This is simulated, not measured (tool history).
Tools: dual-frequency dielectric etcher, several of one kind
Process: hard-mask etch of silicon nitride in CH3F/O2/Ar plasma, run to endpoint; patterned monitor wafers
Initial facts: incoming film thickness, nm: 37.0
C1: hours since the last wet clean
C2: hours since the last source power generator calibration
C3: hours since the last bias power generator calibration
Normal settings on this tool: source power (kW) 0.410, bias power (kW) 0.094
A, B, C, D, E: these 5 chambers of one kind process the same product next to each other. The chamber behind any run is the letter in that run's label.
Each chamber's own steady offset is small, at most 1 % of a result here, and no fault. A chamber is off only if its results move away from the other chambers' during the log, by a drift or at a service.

{"run": "1B", "hour": 3.6, "source power (kW)": 0.41, "bias power (kW)": 0.094, "C1": 110.6, "C2": 875.5, "C3": 3225.1, "endpoint time (s)": 48.332}
{"run": "2E", "hour": 6.5, "source power (kW)": 0.41, "bias power (kW)": 0.094, "C1": 361.6, "C2": 900.6, "C3": 1009.7, "endpoint time (s)": 47.897}
{"run": "3D", "hour": 9.2, "source power (kW)": 0.41, "bias power (kW)": 0.094, "C1": 608.9, "C2": 3262.5, "C3": 2407.1, "endpoint time (s)": 48.095}
{"hour": 10.1, "done": "chamber D: wet clean of the chamber"}
{"run": "4A", "hour": 13.9, "source power (kW)": 0.41, "bias power (kW)": 0.094, "C1": 296.0, "C2": 2419.2, "C3": 758.4, "endpoint time (s)": 49.028}
{"run": "5C", "hour": 17.2, "source power (kW)": 0.41, "bias power (kW)": 0.094, "C1": 525.8, "C2": 1608.4, "C3": 517.9, "endpoint time (s)": 47.913}
{"run": "6A", "hour": 20.9, "source power (kW)": 0.41, "bias power (kW)": 0.094, "C1": 303.0, "C2": 2426.2, "C3": 765.4, "endpoint time (s)": 48.583}
{"run": "7B", "hour": 25.2, "source power (kW)": 0.41, "bias power (kW)": 0.094, "C1": 132.2, "C2": 897.1, "C3": 3246.7, "endpoint time (s)": 47.463}
{"run": "8C", "hour": 29.5, "source power (kW)": 0.41, "bias power (kW)": 0.094, "C1": 538.1, "C2": 1620.7, "C3": 530.2, "endpoint time (s)": 48.027}
{"run": "9E", "hour": 33.4, "source power (kW)": 0.41, "bias power (kW)": 0.094, "C1": 388.5, "C2": 927.5, "C3": 1036.6, "endpoint time (s)": 48.367}
{"run": "10D", "hour": 35.5, "source power (kW)": 0.41, "bias power (kW)": 0.094, "C1": 25.5, "C2": 3288.8, "C3": 2433.4, "endpoint time (s)": 48.287}
{"run": "11D", "hour": 37.8, "source power (kW)": 0.44, "bias power (kW)": 0.083, "C1": 27.8, "C2": 3291.1, "C3": 2435.7, "endpoint time (s)": 48.936}
{"run": "12C", "hour": 41.0, "source power (kW)": 0.44, "bias power (kW)": 0.083, "C1": 549.6, "C2": 1632.2, "C3": 541.7, "endpoint time (s)": 49.485}
{"run": "13A", "hour": 44.1, "source power (kW)": 0.44, "bias power (kW)": 0.083, "C1": 326.2, "C2": 2449.4, "C3": 788.6, "endpoint time (s)": 48.688}
{"run": "14B", "hour": 48.7, "source power (kW)": 0.44, "bias power (kW)": 0.083, "C1": 155.7, "C2": 920.6, "C3": 3270.2, "endpoint time (s)": 49.789}
{"run": "15E", "hour": 52.7, "source power (kW)": 0.44, "bias power (kW)": 0.083, "C1": 407.8, "C2": 946.8, "C3": 1055.9, "endpoint time (s)": 48.18}
{"run": "16E", "hour": 57.2, "source power (kW)": 0.41, "bias power (kW)": 0.094, "C1": 412.3, "C2": 951.3, "C3": 1060.4, "endpoint time (s)": 47.437}
{"hour": 57.6, "done": "chamber C: wet clean of the chamber"}
{"run": "17B", "hour": 60.8, "source power (kW)": 0.41, "bias power (kW)": 0.094, "C1": 167.8, "C2": 932.7, "C3": 3282.3, "endpoint time (s)": 48.003}
{"run": "18A", "hour": 63.2, "source power (kW)": 0.41, "bias power (kW)": 0.094, "C1": 345.3, "C2": 2468.5, "C3": 807.7, "endpoint time (s)": 48.453}
{"run": "19D", "hour": 67.0, "source power (kW)": 0.41, "bias power (kW)": 0.094, "C1": 57.0, "C2": 3320.3, "C3": 2464.9, "endpoint time (s)": 48.342}
{"run": "20C", "hour": 71.7, "source power (kW)": 0.41, "bias power (kW)": 0.094, "C1": 14.1, "C2": 1662.9, "C3": 572.4, "endpoint time (s)": 47.982}
{"run": "21B", "hour": 75.6, "source power (kW)": 0.41, "bias power (kW)": 0.094, "C1": 182.6, "C2": 947.5, "C3": 3297.1, "endpoint time (s)": 47.935}
{"run": "22C", "hour": 77.9, "source power (kW)": 0.41, "bias power (kW)": 0.094, "C1": 20.3, "C2": 1669.1, "C3": 578.6, "endpoint time (s)": 47.633}
{"run": "23E", "hour": 82.1, "source power (kW)": 0.41, "bias power (kW)": 0.094, "C1": 437.2, "C2": 976.2, "C3": 1085.3, "endpoint time (s)": 48.837}
{"run": "24D", "hour": 86.0, "source power (kW)": 0.41, "bias power (kW)": 0.094, "C1": 76.0, "C2": 3339.3, "C3": 2483.9, "endpoint time (s)": 47.939}
{"run": "25A", "hour": 88.9, "source power (kW)": 0.41, "bias power (kW)": 0.094, "C1": 371.0, "C2": 2494.2, "C3": 833.4, "endpoint time (s)": 48.756}
{"run": "26B", "hour": 91.1, "source power (kW)": 0.41, "bias power (kW)": 0.094, "C1": 198.1, "C2": 963.0, "C3": 3312.6, "endpoint time (s)": 48.39}
{"run": "27E", "hour": 95.2, "source power (kW)": 0.41, "bias power (kW)": 0.094, "C1": 450.3, "C2": 989.3, "C3": 1098.4, "endpoint time (s)": 47.701}
{"run": "28D", "hour": 98.4, "source power (kW)": 0.41, "bias power (kW)": 0.115, "C1": 88.4, "C2": 3351.7, "C3": 2496.3, "endpoint time (s)": 45.028}
{"run": "29A", "hour": 101.4, "source power (kW)": 0.41, "bias power (kW)": 0.115, "C1": 383.5, "C2": 2506.7, "C3": 845.9, "endpoint time (s)": 44.242}
{"run": "30C", "hour": 104.7, "source power (kW)": 0.41, "bias power (kW)": 0.115, "C1": 47.1, "C2": 1695.9, "C3": 605.4, "endpoint time (s)": 44.037}
{"run": "31B", "hour": 108.9, "source power (kW)": 0.41, "bias power (kW)": 0.115, "C1": 215.9, "C2": 980.8, "C3": 3330.4, "endpoint time (s)": 45.035}
{"run": "32C", "hour": 111.2, "source power (kW)": 0.41, "bias power (kW)": 0.115, "C1": 53.6, "C2": 1702.4, "C3": 611.9, "endpoint time (s)": 44.328}
{"run": "33A", "hour": 114.3, "source power (kW)": 0.41, "bias power (kW)": 0.094, "C1": 396.4, "C2": 2519.6, "C3": 858.8, "endpoint time (s)": 48.834}
{"run": "34D", "hour": 118.0, "source power (kW)": 0.41, "bias power (kW)": 0.094, "C1": 108.0, "C2": 3371.3, "C3": 2515.9, "endpoint time (s)": 48.871}
{"hour": 119.6, "done": "chamber E: wet clean of the chamber"}
{"run": "35E", "hour": 122.2, "source power (kW)": 0.41, "bias power (kW)": 0.094, "C1": 2.6, "C2": 1016.3, "C3": 1125.4, "endpoint time (s)": 47.848}
{"run": "36D", "hour": 125.2, "source power (kW)": 0.33, "bias power (kW)": 0.104, "C1": 115.2, "C2": 3378.5, "C3": 2523.1, "endpoint time (s)": 50.987}

Read the log: is a single chamber off, either drifting away or since a service, is the gauge that measures every chamber drifting, or is nothing wrong beyond small per-chamber offsets? Name any odd chamber and what most likely caused it.

All chambers stay in line apart from their small fixed offsets, and the gauge does not drift.

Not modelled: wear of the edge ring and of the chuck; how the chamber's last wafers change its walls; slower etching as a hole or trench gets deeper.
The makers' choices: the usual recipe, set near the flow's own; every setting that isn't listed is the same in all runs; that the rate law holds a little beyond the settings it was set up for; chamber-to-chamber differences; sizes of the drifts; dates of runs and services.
